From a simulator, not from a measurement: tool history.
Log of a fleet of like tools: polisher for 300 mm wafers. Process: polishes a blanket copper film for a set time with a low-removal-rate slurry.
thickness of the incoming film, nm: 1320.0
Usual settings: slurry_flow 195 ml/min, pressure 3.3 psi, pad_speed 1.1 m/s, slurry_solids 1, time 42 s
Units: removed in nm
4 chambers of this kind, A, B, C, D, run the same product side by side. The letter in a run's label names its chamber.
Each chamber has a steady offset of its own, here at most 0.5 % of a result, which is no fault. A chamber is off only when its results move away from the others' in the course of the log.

run   hour  slurry_flow  pressure  pad_speed  slurry_solids  time  wafers polished on this pad  hours since the slurry nozzle was cleaned  hours since the head pressure was calibrated  hours since the slurry blender was calibrated  removed
 1A    6.3          195       3.3        1.1              1    42                         1107                                      432.8                                         131.8                                            362   141.48
      11.7  -- chamber A: worn pad replaced by a new one
 2B   13.7          195       3.3        1.1              1    42                          413                                      276.7                                         429.9                                          242.6   140.75
 3D   20.7          195       3.3        1.1              1    42                          297                                      518.9                                         169.8                                          507.9    138.4
 4C   28.4          195       3.3        1.1              1    42                          431                                       32.7                                         230.8                                          286.8   137.56
      33.6  -- chamber A: slurry nozzle cleaned
 5A   33.8          195       3.3        1.1              1    42                          277                                        0.3                                         159.3                                          389.5   138.23
 6B   42.4          195       3.3        1.1              1    42                          772                                      305.4                                         458.6                                          271.3   140.72
      43.9  -- chamber B: worn pad replaced by a new one
      45.1  -- chamber B: slurry blender recalibrated
 7D   51.4          155       3.3        1.1              1    42                          681                                      549.6                                         200.5                                          538.6   134.16
 8C   56.4          155       3.3        1.1              1    42                          781                                       60.7                                         258.8                                          314.8   134.04
      62.1  -- chamber A: slurry blender recalibrated
      64.3  -- chamber C: worn pad replaced by a new one
 9D   65.8          155       3.3        1.1              1    42                          861                                        564                                         214.9                                            553   134.01
      66.7  -- chamber C: slurry blender recalibrated
      73.7  -- chamber D: slurry blender recalibrated
10B   75.5          155       3.3        1.1              1    42                          395                                      338.5                                         491.7                                           30.4   133.75
11C   80.1          195       4.5        1.1              1    42                          198                                       84.4                                         282.5                                           13.5   186.55
12A   88.3          195       4.5        1.1              1    42                          959                                       54.8                                         213.8                                           26.2    185.4
13A   94.4          195       4.5        1.1              1    42                         1035                                       60.9                                         219.9                                           32.3   189.07
      96.1  -- chamber D: worn pad replaced by a new one
      96.3  -- chamber A: worn pad replaced by a new one
      97.1  -- chamber D: slurry nozzle cleaned
14C   99.5          195       4.5        1.1              1    42                          440                                      103.8                                         301.9                                           32.9   188.05
     101.3  -- chamber B: worn pad replaced by a new one
15B  106.8          195       3.3        1.1              1    42                           68                                      369.8                                           523                                           61.7    141.1
16D  115.1          195       3.3        1.1              1    42                          237                                         18                                         264.2                                           41.5   139.55
17C  120.4          195       3.3        1.1              1    42                          702                                      124.7                                         322.8                                           53.8   137.99
     124.7  -- chamber C: worn pad replaced by a new one
18D  128.2          195       3.3       0.78              1    42                          401                                       31.1                                         277.3                                           54.6   98.833
19A    133          195       3.3       0.78              1    42                          460                                       99.5                                         258.5                                           70.9   99.777
20B  139.6          195       3.3       0.78              1    42                          479                                      402.6                                         555.8                                           94.5    99.27
21C  149.3          195       3.3       0.78              1    42                          308                                      153.6                                         351.7                                           82.7   99.161
22A    155          195       3.3        1.1              1    42                          735                                      121.5                                         280.5                                           92.9   137.44
     156.3  -- chamber B: worn pad replaced by a new one
23B  160.9          195       3.3        1.1              1    42                           58                                      423.9                                         577.1                                          115.8   139.44
24D  166.2          195       3.3        1.1              1    42                          877                                       69.1                                         315.3                                           92.6   136.09
25B  174.3          195       3.3        1.1              1    42                          225                                      437.3                                         590.5                                          129.2   140.76
26D  180.1          195       3.3        1.1              1    42                         1051                                         83                                         329.2                                          106.5   138.09
27C  186.9          195       3.3        1.1              1    42                          779                                      191.2                                         389.3                                          120.3   140.67
       187  -- chamber A: worn pad replaced by a new one
     187.5  -- chamber C: worn pad replaced by a new one
     187.7  -- chamber D: worn pad replaced by a new one
28A  194.4          195       3.3        1.1              1    42                           93                                      160.9                                         319.9                                          132.3   137.77
29C  203.7          195       3.3        1.1              1    42                          203                                        208                                         406.1                                          137.1   137.55
30B  210.9          195       3.3        1.1              1    42                          683                                      473.9                                         627.1                                          165.8   138.98
31D  220.2          195       3.3        1.1              1    42                          407                                      123.1                                         369.3                                          146.6    138.2
       221  -- chamber B: worn pad replaced by a new one
32A  227.3          195       2.3        1.1              1    42                          505                                      193.8                                         352.8                                          165.2   96.861
33D  232.7          195       2.3        1.1              1    42                          563                                      135.6                                         381.8                                          159.1   95.763
34C  238.7          195       2.3        1.1              1    42                          641                                        243                                         441.1                                          172.1   95.664
     239.1  -- chamber B: slurry nozzle cleaned
35A  245.8          195       2.3        1.1              1    42                          736                                      212.3                                         371.3                                          183.7   95.019
36B  252.1          195       3.3        1.1              1    42                          389                                       13.1                                         668.3                                            207   142.25
     259.2  -- chamber C: worn pad replaced by a new one
37D  260.5          195       3.3        1.1              1    42                          911                                      163.4                                         409.6                                          186.9   139.97
38A  268.4          195       3.3        1.1              1    42                         1019                                      234.9                                         393.9                                          206.3    135.6
     269.7  -- chamber B: slurry blender recalibrated
39C  275.6          195       3.3        1.1              1    42                          206                                      279.9                                           478                                            209   136.78
     279.4  -- chamber A: worn pad replaced by a new one
40B  281.9          195       3.3       1.36            0.8    42                          762                                       42.9                                         698.1                                           12.2   163.03
     287.6  -- chamber B: worn pad replaced by a new one
41D    288          195       3.3       1.36            0.8    42                         1256                                      190.9                                         437.1                                          214.4    161.2
42A  297.5          195       3.3       1.36            0.8    42                          227                                        264                                           423                                          235.4   164.27
43B  301.7          195       3.3       1.36            0.8    42                          176                                       62.7                                         717.9                                             32   162.22

Next, every chamber runs the same settings. What will each give?
44A  308.6          250       3.3        1.1              1    42                                                                                                                                                                             ?
44B  308.6          250       3.3        1.1              1    42                                                                                                                                                                             ?
44C  308.6          250       3.3        1.1              1    42                                                                                                                                                                             ?
44D  308.6          250       3.3        1.1              1    42                                                                                                                                                                             ?

run  removed
44A   144.19
44B   145.34
44C   139.38
44D   141.33

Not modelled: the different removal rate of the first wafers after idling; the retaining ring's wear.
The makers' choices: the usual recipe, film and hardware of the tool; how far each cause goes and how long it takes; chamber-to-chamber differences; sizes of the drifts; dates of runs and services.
